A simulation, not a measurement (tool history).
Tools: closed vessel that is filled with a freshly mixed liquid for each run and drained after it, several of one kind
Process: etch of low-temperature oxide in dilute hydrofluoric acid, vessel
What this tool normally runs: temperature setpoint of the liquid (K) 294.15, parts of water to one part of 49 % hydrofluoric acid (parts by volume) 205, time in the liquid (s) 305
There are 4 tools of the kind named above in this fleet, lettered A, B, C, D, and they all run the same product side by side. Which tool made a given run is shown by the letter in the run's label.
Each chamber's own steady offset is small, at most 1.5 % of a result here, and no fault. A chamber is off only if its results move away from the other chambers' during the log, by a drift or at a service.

run,hour,temperature setpoint of the liquid (K),parts of water to one part of 49 % hydrofluoric acid (parts by volume),time in the liquid (s),"read-back film thickness of the low-temperature oxide reference wafer, read on the same gauge (nm)",thickness taken off the low-temperature oxide on a monitor wafer (Å)
1A,9.6,294.15,205,305,129.98,124.920
2C,19.7,294.15,205,305,129.96,125.120
3D,34.4,294.15,205,305,130.00,126.730
4B,45.5,294.15,205,305,129.98,124.370
5D,59.8,294.15,205,305,130.00,128.290
6A,72.9,294.15,285,410,129.99,113.130
7C,80.6,294.15,285,410,130.00,113.130
8B,87.6,294.15,285,410,130.00,112.790
9A,101.2,294.15,285,410,129.98,112.430
10B,110.9,294.15,205,305,130.01,123.020
11D,120.3,294.15,205,305,130.00,126.210
12C,133.9,294.15,205,305,130.03,127.670
13D,147.2,294.15,205,305,130.02,125.940
14C,159.3,294.15,205,305,129.99,125.300
15A,171.5,294.15,205,305,130.03,124.410
# hour 175.7: chamber A: hydrofluoric acid flow meter replaced
16B,184.0,294.15,205,305,130.00,121.260
17A,191.8,294.15,205,305,130.00,125.940
18C,206.8,294.15,205,305,130.03,125.690
19B,216.4,294.15,205,305,130.00,120.240
20D,228.5,294.15,205,305,130.00,126.490
21B,238.9,291.65,205,190,129.98,67.628
22D,249.9,291.65,205,190,130.01,71.998
23C,263.4,291.65,205,190,129.99,71.066
# hour 264.5: chamber A: thermometer replaced
24A,273.3,291.65,205,190,130.01,70.185
25A,284.8,294.15,205,305,130.01,123.820
26D,299.4,294.15,205,305,129.98,127.070
# hour 300.1: chamber C: thermometer replaced
27C,310.2,294.15,205,305,130.00,125.550
28B,319.1,294.15,205,305,130.00,116.630
29A,331.3,294.15,205,305,129.99,126.560
30B,340.0,294.15,205,305,130.03,116.710
31C,346.9,294.15,205,305,130.01,127.050
32D,361.2,294.15,205,305,130.01,126.810

Is one chamber out of step, is the gauge drifting, or do the chambers differ by no more than their own small offsets? For an off chamber, give its letter and the likeliest cause.

It is chamber B that slowly wanders off from its peers.
What lies behind it: liquid colder than its thermometer reads (K) = 1.86.
With only this log, it may be confused with: hydrofluoric acid flow below the setpoint (%).

Here are 4 candidates for chamber B's next run, each the usual settings with a change, their results left as question marks. Which one brings its results back in line with what the others give on the usual settings?
In line means no further than this from the other chambers' mean on the usual settings: thickness taken off the low-temperature oxide on a monitor wafer (Å) 3.100
33B-1,371.9,294.15,220,305,,?
33B-2,371.9,294.15,190,305,,?
33B-3,371.9,294.15,210,300,,?
33B-4,371.9,295.15,205,305,,?

What the other chambers average on the usual settings: thickness taken off the low-temperature oxide on a monitor wafer (Å) 125.880
run,thickness taken off the low-temperature oxide on a monitor wafer (Å)
33B-1,106.680
33B-2,126.910
33B-3,110.920
33B-4,120.520
Change 33B-2 lands the chamber within the allowed miss of the other chambers.

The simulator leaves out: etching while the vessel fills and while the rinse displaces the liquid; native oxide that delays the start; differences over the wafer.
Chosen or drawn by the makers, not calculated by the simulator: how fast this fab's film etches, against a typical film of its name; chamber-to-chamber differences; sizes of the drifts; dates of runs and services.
